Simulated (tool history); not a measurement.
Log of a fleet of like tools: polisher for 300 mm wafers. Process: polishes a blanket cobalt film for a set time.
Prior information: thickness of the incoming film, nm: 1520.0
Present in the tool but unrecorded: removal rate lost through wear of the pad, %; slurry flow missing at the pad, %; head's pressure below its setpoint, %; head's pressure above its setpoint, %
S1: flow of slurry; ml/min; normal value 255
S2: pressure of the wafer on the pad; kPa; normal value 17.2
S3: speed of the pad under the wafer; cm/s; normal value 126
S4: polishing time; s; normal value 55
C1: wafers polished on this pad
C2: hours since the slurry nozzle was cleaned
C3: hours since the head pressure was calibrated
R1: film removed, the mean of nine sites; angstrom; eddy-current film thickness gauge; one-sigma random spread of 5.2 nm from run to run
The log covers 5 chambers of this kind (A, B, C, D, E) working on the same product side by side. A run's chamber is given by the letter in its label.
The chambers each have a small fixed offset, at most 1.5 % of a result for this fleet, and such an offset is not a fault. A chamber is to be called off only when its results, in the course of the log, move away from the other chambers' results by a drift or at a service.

Run 1A, hour 10.9: usual settings; C1 692; C2 647.6; C3 718.2. Result: R1 4981.5 angstrom.
Run 2C, hour 24.4: usual settings; C1 266; C2 97.0; C3 107.5. Result: R1 4938.3 angstrom.
Run 3D, hour 35.5: usual settings; C1 392; C2 431.4; C3 873.7. Result: R1 4964.6 angstrom.
At hour 36.2: chamber A: slurry nozzle cleaned.
At hour 38.0: chamber A: worn pad replaced by a new one.
At hour 41.1: chamber D: slurry nozzle cleaned.
At hour 48.1: chamber E: worn pad replaced by a new one.
Run 4B, hour 50.1: usual settings; C1 550; C2 435.9; C3 304.1. Result: R1 4955.1 angstrom.
At hour 55.5: chamber D: worn pad replaced by a new one.
At hour 60.6: chamber C: worn pad replaced by a new one.
At hour 62.4: chamber B: worn pad replaced by a new one.
Run 5E, hour 63.2: usual settings; C1 121; C2 259.8; C3 775.2. Result: R1 4892.1 angstrom.
Run 6D, hour 76.3: usual settings; C1 166; C2 35.3; C3 914.5. Result: R1 4812.1 angstrom.
Run 7C, hour 84.3: usual settings; C1 190; C2 156.9; C3 167.4. Result: R1 4930.4 angstrom.
Run 8A, hour 98.2: usual settings; C1 483; C2 62.0; C3 805.5. Result: R1 5061.2 angstrom.
Run 9B, hour 109.6: usual settings; C1 379; C2 495.4; C3 363.6. Result: R1 5016.1 angstrom.
Run 10E, hour 120.6: usual settings; C1 582; C2 317.2; C3 832.6. Result: R1 4886.7 angstrom.
At hour 132.7: chamber B: worn pad replaced by a new one.
At hour 135.5: chamber E: worn pad replaced by a new one.
Run 11C, hour 136.5: usual settings; C1 609; C2 209.1; C3 219.6. Result: R1 4894.4 angstrom.
At hour 137.3: chamber C: worn pad replaced by a new one.
At hour 142.9: chamber D: worn pad replaced by a new one.
Run 12B, hour 151.8: usual settings; C1 153; C2 537.6; C3 405.8. Result: R1 4934.5 angstrom.
At hour 158.2: chamber A: worn pad replaced by a new one.
At hour 161.7: chamber C: slurry nozzle cleaned.
Run 13E, hour 167.4: usual settings; C1 256; C2 364.0; C3 879.4. Result: R1 4831.4 angstrom.
Run 14D, hour 182.8: usual settings; C1 320; C2 141.8; C3 1021.0. Result: R1 4817.7 angstrom.
Run 15A, hour 192.3: usual settings; C1 273; C2 156.1; C3 899.6. Result: R1 5022.7 angstrom.
At hour 192.7: chamber B: slurry nozzle cleaned.
At hour 200.8: chamber D: head pressure recalibrated.
At hour 207.1: chamber E: worn pad replaced by a new one.
At hour 207.5: chamber C: worn pad replaced by a new one.
At hour 208.0: chamber B: worn pad replaced by a new one.
Run 16D, hour 208.1: usual settings; C1 523; C2 167.1; C3 7.4. Result: R1 4933.7 angstrom.
Run 17B, hour 217.1: usual settings; C1 73; C2 24.5; C3 471.1. Result: R1 5088.5 angstrom.
At hour 221.7: chamber D: worn pad replaced by a new one.
Run 18A, hour 227.2: usual settings; C1 553; C2 191.0; C3 934.5. Result: R1 5013.1 angstrom.
Run 19C, hour 243.1: usual settings; C1 285; C2 81.4; C3 326.2. Result: R1 4926.6 angstrom.
Run 20E, hour 254.5: usual settings; C1 380; C2 451.1; C3 966.5. Result: R1 4711.5 angstrom.
At hour 256.6: chamber A: worn pad replaced by a new one.
Run 21B, hour 269.6: usual settings; C1 494; C2 77.0; C3 523.6. Result: R1 4950.9 angstrom.
At hour 276.3: chamber B: worn pad replaced by a new one.
Run 22C, hour 278.7: usual settings; C1 571; C2 117.0; C3 361.8. Result: R1 4883.3 angstrom.
At hour 290.1: chamber C: worn pad replaced by a new one.
Run 23D, hour 291.1: usual settings; C1 556; C2 250.1; C3 90.4. Result: R1 4872.1 angstrom.
At hour 291.3: chamber E: worn pad replaced by a new one.
At hour 294.9: chamber D: worn pad replaced by a new one.
Run 24E, hour 299.7: usual settings; C1 68; C2 496.3; C3 1011.7. Result: R1 4810.6 angstrom.
Run 25A, hour 312.3: usual settings; C1 447; C2 276.1; C3 1019.6. Result: R1 4980.0 angstrom.
Run 26B, hour 328.1: usual settings; C1 415; C2 135.5; C3 582.1. Result: R1 4966.5 angstrom.
At hour 331.6: chamber A: head pressure recalibrated.
Run 27E, hour 336.8: usual settings; C1 365; C2 533.4; C3 1048.8. Result: R1 4695.3 angstrom.
Run 28D, hour 344.5: usual settings; C1 398; C2 303.5; C3 143.8. Result: R1 4899.9 angstrom.
At hour 347.7: chamber C: head pressure recalibrated.
Run 29A, hour 356.7: usual settings; C1 803; C2 320.5; C3 25.2. Result: R1 4944.4 angstrom.
At hour 367.1: chamber C: slurry nozzle cleaned.
Run 30C, hour 371.0: usual settings; C1 649; C2 3.9; C3 23.3. Result: R1 4983.6 angstrom.
At hour 375.8: chamber E: worn pad replaced by a new one.
Run 31E, hour 378.2: usual settings; C1 19; C2 574.8; C3 1090.2. Result: R1 4645.6 angstrom.
At hour 379.4: chamber C: worn pad replaced by a new one.
Run 32C, hour 391.1: usual settings; C1 94; C2 24.0; C3 43.4. Result: R1 4882.3 angstrom.

Next, all 5 chambers run the settings below, one line each with question marks for the results. What does each chamber give?
Run 33A, hour 402.5: usual settings but S1 295 ml/min. Result: R1 ?.
Run 33B, hour 402.5: usual settings but S1 295 ml/min. Result: R1 ?.
Run 33C, hour 402.5: usual settings but S1 295 ml/min. Result: R1 ?.
Run 33D, hour 402.5: usual settings but S1 295 ml/min. Result: R1 ?.
Run 33E, hour 402.5: usual settings but S1 295 ml/min. Result: R1 ?.

run      R1
33A  5075.4
33B  5086.6
33C  5076.3
33D  4882.1
33E  4673.2

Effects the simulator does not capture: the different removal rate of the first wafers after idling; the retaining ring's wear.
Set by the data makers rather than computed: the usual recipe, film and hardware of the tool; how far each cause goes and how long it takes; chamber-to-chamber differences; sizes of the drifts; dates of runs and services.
